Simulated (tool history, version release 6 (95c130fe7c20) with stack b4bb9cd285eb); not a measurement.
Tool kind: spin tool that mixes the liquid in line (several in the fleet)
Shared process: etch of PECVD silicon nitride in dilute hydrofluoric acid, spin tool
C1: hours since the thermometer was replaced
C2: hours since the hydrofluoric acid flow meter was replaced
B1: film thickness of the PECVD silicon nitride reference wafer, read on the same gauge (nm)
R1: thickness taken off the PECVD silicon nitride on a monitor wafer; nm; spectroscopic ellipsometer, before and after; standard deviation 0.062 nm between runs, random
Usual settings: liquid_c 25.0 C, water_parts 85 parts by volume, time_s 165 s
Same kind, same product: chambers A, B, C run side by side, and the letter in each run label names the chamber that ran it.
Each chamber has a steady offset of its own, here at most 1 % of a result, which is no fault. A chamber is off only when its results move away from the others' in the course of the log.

run 1C hour=3.8 | liquid_c=25.0 water_parts=85 time_s=165 | C1=2322.3 C2=1066.3 | B1=100.010 | R1=6.9482
run 2B hour=9.8 | liquid_c=25.0 water_parts=85 time_s=165 | C1=348.4 C2=714.0 | B1=99.991 | R1=7.0183
run 3A hour=14.4 | liquid_c=25.0 water_parts=85 time_s=165 | C1=1260.3 C2=1294.8 | B1=100.010 | R1=6.9677
run 4B hour=19.3 | liquid_c=25.0 water_parts=85 time_s=165 | C1=357.9 C2=723.5 | B1=100.000 | R1=6.8313
run 5C hour=25.5 | liquid_c=25.0 water_parts=85 time_s=165 | C1=2344.0 C2=1088.0 | B1=100.020 | R1=7.0201
run 6A hour=29.0 | liquid_c=25.0 water_parts=85 time_s=165 | C1=1274.9 C2=1309.4 | B1=99.999 | R1=6.9166
run 7C hour=35.3 | liquid_c=25.0 water_parts=85 time_s=165 | C1=2353.8 C2=1097.8 | B1=100.010 | R1=6.9554
run 8B hour=39.7 | liquid_c=25.0 water_parts=85 time_s=165 | C1=378.3 C2=743.9 | B1=100.030 | R1=6.8393
run 9A hour=43.2 | liquid_c=25.0 water_parts=85 time_s=165 | C1=1289.1 C2=1323.6 | B1=99.975 | R1=6.8498
run 10A hour=47.1 | liquid_c=25.0 water_parts=85 time_s=165 | C1=1293.0 C2=1327.5 | B1=100.020 | R1=6.8323
run 11B hour=51.2 | liquid_c=25.0 water_parts=85 time_s=165 | C1=389.8 C2=755.4 | B1=99.969 | R1=6.9172
run 12C hour=55.2 | liquid_c=23.0 water_parts=60 time_s=165 | C1=2373.7 C2=1117.7 | B1=99.998 | R1=8.6029
run 13C hour=60.1 | liquid_c=23.0 water_parts=60 time_s=165 | C1=2378.6 C2=1122.6 | B1=99.994 | R1=8.5649
run 14A hour=66.5 | liquid_c=23.0 water_parts=60 time_s=165 | C1=1312.4 C2=1346.9 | B1=99.988 | R1=8.2982
run 15B hour=72.7 | liquid_c=25.0 water_parts=85 time_s=165 | C1=411.3 C2=776.9 | B1=99.990 | R1=6.8953
run 16B hour=79.0 | liquid_c=20.5 water_parts=55 time_s=165 | C1=417.6 C2=783.2 | B1=100.020 | R1=7.7423
run 17A hour=83.6 | liquid_c=20.5 water_parts=55 time_s=165 | C1=1329.5 C2=1364.0 | B1=99.998 | R1=7.6500
run 18C hour=88.4 | liquid_c=20.5 water_parts=55 time_s=165 | C1=2406.9 C2=1150.9 | B1=99.956 | R1=7.7628
run 19B hour=93.1 | liquid_c=25.0 water_parts=85 time_s=165 | C1=431.7 C2=797.3 | B1=100.030 | R1=6.9156
run 20A hour=99.4 | liquid_c=25.0 water_parts=85 time_s=165 | C1=1345.3 C2=1379.8 | B1=100.000 | R1=6.8947
run 21C hour=102.9 | liquid_c=25.0 water_parts=85 time_s=165 | C1=2421.4 C2=1165.4 | B1=100.000 | R1=6.9284
run 22A hour=108.5 | liquid_c=25.0 water_parts=85 time_s=165 | C1=1354.4 C2=1388.9 | B1=100.020 | R1=6.9577
run 23C hour=113.8 | liquid_c=25.0 water_parts=85 time_s=165 | C1=2432.3 C2=1176.3 | B1=100.020 | R1=6.9268
run 24B hour=116.9 | liquid_c=25.0 water_parts=85 time_s=165 | C1=455.5 C2=821.1 | B1=100.030 | R1=6.6757
run 25C hour=121.3 | liquid_c=25.0 water_parts=85 time_s=165 | C1=2439.8 C2=1183.8 | B1=100.010 | R1=6.9718
run 26A hour=127.6 | liquid_c=25.0 water_parts=85 time_s=165 | C1=1373.5 C2=1408.0 | B1=100.000 | R1=6.9046
run 27B hour=132.3 | liquid_c=25.0 water_parts=70 time_s=165 | C1=470.9 C2=836.5 | B1=100.010 | R1=8.1379
run 28B hour=137.4 | liquid_c=25.0 water_parts=70 time_s=165 | C1=476.0 C2=841.6 | B1=99.962 | R1=8.0318
run 29C hour=140.4 | liquid_c=25.0 water_parts=70 time_s=165 | C1=2458.9 C2=1202.9 | B1=100.000 | R1=8.3824
run 30A hour=144.4 | liquid_c=25.0 water_parts=85 time_s=165 | C1=1390.3 C2=1424.8 | B1=99.984 | R1=6.8731
run 31A hour=149.0 | liquid_c=25.0 water_parts=85 time_s=165 | C1=1394.9 C2=1429.4 | B1=100.000 | R1=6.8089
run 32C hour=153.1 | liquid_c=25.0 water_parts=85 time_s=165 | C1=2471.6 C2=1215.6 | B1=99.965 | R1=7.0167
run 33B hour=158.8 | liquid_c=25.0 water_parts=85 time_s=165 | C1=497.4 C2=863.0 | B1=100.010 | R1=6.5107
run 34B hour=163.1 | liquid_c=28.0 water_parts=85 time_s=235 | C1=501.7 C2=867.3 | B1=99.998 | R1=11.3200
run 35C hour=168.2 | liquid_c=28.0 water_parts=85 time_s=235 | C1=2486.7 C2=1230.7 | B1=100.030 | R1=11.6730
run 36A hour=174.4 | liquid_c=28.0 water_parts=85 time_s=235 | C1=1420.3 C2=1454.8 | B1=99.997 | R1=11.9410
run 37A hour=179.8 | liquid_c=25.0 water_parts=85 time_s=110 | C1=1425.7 C2=1460.2 | B1=99.990 | R1=4.5040
run 38C hour=184.8 | liquid_c=25.0 water_parts=85 time_s=110 | C1=2503.3 C2=1247.3 | B1=99.987 | R1=4.6324
run 39B hour=188.7 | liquid_c=25.0 water_parts=85 time_s=110 | C1=527.3 C2=892.9 | B1=99.996 | R1=4.2021
run 40A hour=192.3 | liquid_c=25.0 water_parts=85 time_s=165 | C1=1438.2 C2=1472.7 | B1=100.010 | R1=6.8587
run 41C hour=196.0 | liquid_c=25.0 water_parts=85 time_s=165 | C1=2514.5 C2=1258.5 | B1=99.957 | R1=6.8931

Read the log: is a single chamber off, either drifting away or since a service, is the gauge that measures every chamber drifting, or is nothing wrong beyond small per-chamber offsets? Name any odd chamber and what most likely caused it.

One chamber, B, drifts off from the rest bit by bit.
Likeliest cause: hydrofluoric acid flow below the setpoint (%) = 7.7.
The log may not tell that from: liquid colder than its thermometer reads (K).

Below are 4 candidate recipes for chamber B's next run, each the usual settings with a change, their results shown as question marks. Which of them brings B's results back in line with what the other chambers give on the usual settings?
A result is in line if it is within this distance of the other chambers' mean on the usual settings: R1 0.2200 nm
run 42B-1 hour=200.6 | liquid_c=24.5 water_parts=90 time_s=165 | R1=?
run 42B-2 hour=200.6 | liquid_c=27.5 water_parts=85 time_s=165 | R1=?
run 42B-3 hour=200.6 | liquid_c=25.0 water_parts=85 time_s=180 | R1=?
run 42B-4 hour=200.6 | liquid_c=25.0 water_parts=100 time_s=165 | R1=?

The other chambers' mean on the usual settings: R1 6.8931 nm
run=42B-1 R1=5.7878
run=42B-2 R1=7.4688
run=42B-3 R1=6.9088
run=42B-4 R1=5.3919
42B-3 puts the chamber back in line with the other chambers.

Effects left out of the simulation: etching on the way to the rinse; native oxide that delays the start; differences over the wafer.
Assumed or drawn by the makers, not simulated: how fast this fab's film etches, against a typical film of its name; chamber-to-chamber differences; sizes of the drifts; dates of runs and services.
